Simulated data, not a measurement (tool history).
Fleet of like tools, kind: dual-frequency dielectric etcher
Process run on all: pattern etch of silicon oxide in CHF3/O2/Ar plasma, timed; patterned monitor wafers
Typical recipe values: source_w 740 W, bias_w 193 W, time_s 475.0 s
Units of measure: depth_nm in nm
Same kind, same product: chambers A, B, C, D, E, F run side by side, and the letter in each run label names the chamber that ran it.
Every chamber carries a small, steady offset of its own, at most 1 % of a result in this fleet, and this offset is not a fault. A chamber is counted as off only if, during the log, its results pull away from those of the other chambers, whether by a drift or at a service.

run	hour	source_w	bias_w	time_s	read-back reference wafer on the same gauge, depth_nm	depth_nm
1B	6.1	740	193	475.0	1030.1	1047.00
2F	16.8	740	193	475.0	1029.0	1033.90
3A	25.4	740	193	475.0	1029.8	1033.00
4D	30.8	740	193	475.0	1031.1	1044.90
5C	37.6	740	193	475.0	1029.5	1040.70
6E	45.3	740	193	475.0	1029.8	1034.10
7D	51.8	740	193	475.0	1029.2	1048.90
8F	58.8	740	193	475.0	1029.2	1028.30
9C	66.4	740	239	475.0	1030.1	1131.40
10E	76.8	740	239	475.0	1029.7	1118.50
11B	83.3	740	239	475.0	1029.4	1116.60
12A	91.7	740	239	475.0	1028.5	1118.60
# hour 95.0: chamber E: wet clean of the chamber
13E	96.6	740	239	475.0	1029.9	1114.40
14A	105.0	740	239	475.0	1030.6	1120.40
15B	113.2	740	193	475.0	1031.7	1050.30
16F	120.5	740	193	475.0	1029.8	1032.80
17D	129.3	740	193	475.0	1029.6	1041.10
18C	139.8	740	193	475.0	1029.1	1039.00
# hour 144.8: chamber F: wet clean of the chamber
# hour 147.1: chamber B: wet clean of the chamber
19F	147.3	740	193	475.0	1030.9	1023.20
20E	155.4	740	193	475.0	1031.6	1043.00
21A	160.8	740	193	475.0	1030.2	1031.30
22B	169.6	800	193	475.0	1029.7	1122.20
23C	174.5	800	193	475.0	1029.2	1070.90
24D	179.3	800	193	475.0	1029.0	1077.50
# hour 183.7: chamber E: bias power generator calibrated
25D	189.4	800	193	475.0	1030.8	1073.20
26A	195.9	800	193	475.0	1029.4	1061.10
27F	200.6	800	193	475.0	1030.3	1067.00
28C	209.1	740	193	475.0	1030.8	1044.10
29B	219.3	740	193	579.5	1030.9	1327.40
30E	226.4	740	193	579.5	1029.5	1253.50
31B	233.9	740	193	579.5	1030.7	1337.10
32D	243.7	740	193	579.5	1030.0	1277.80
33F	253.9	740	193	579.5	1029.5	1262.80
34E	264.5	740	193	579.5	1029.5	1262.30
35A	271.2	740	193	475.0	1031.4	1034.50
36C	276.4	670	174	475.0	1030.0	967.54

Which is it: a chamber that has drifted or been left off by a service, a gauge drift common to all chambers, or only each chamber's usual small offset? If a chamber is off, name it and its likeliest cause.

The work done on chamber B during a service left it standing apart from the others.
Most likely cause: etch rate over this chamber's usual, % = 4.26.

Here are 4 candidates for chamber B's next run, each the usual settings with a change, their results left as question marks. Which one brings its results back in line with what the others give on the usual settings?
Maximum distance from the other chambers' mean on the usual settings for a result to count as in line: depth_nm 18.00 nm
37B-1	284.0	840	193	475.0		?
37B-2	284.0	740	190	439.0		?
37B-3	284.0	640	193	475.0		?
37B-4	284.0	750	196	508.0		?

The mean the other chambers reach with the usual settings: depth_nm 1037.80 nm
run	depth_nm
37B-1	1146.80
37B-2	1004.00
37B-3	1032.60
37B-4	1180.00
Change 37B-3 lands the chamber within the allowed miss of the other chambers.
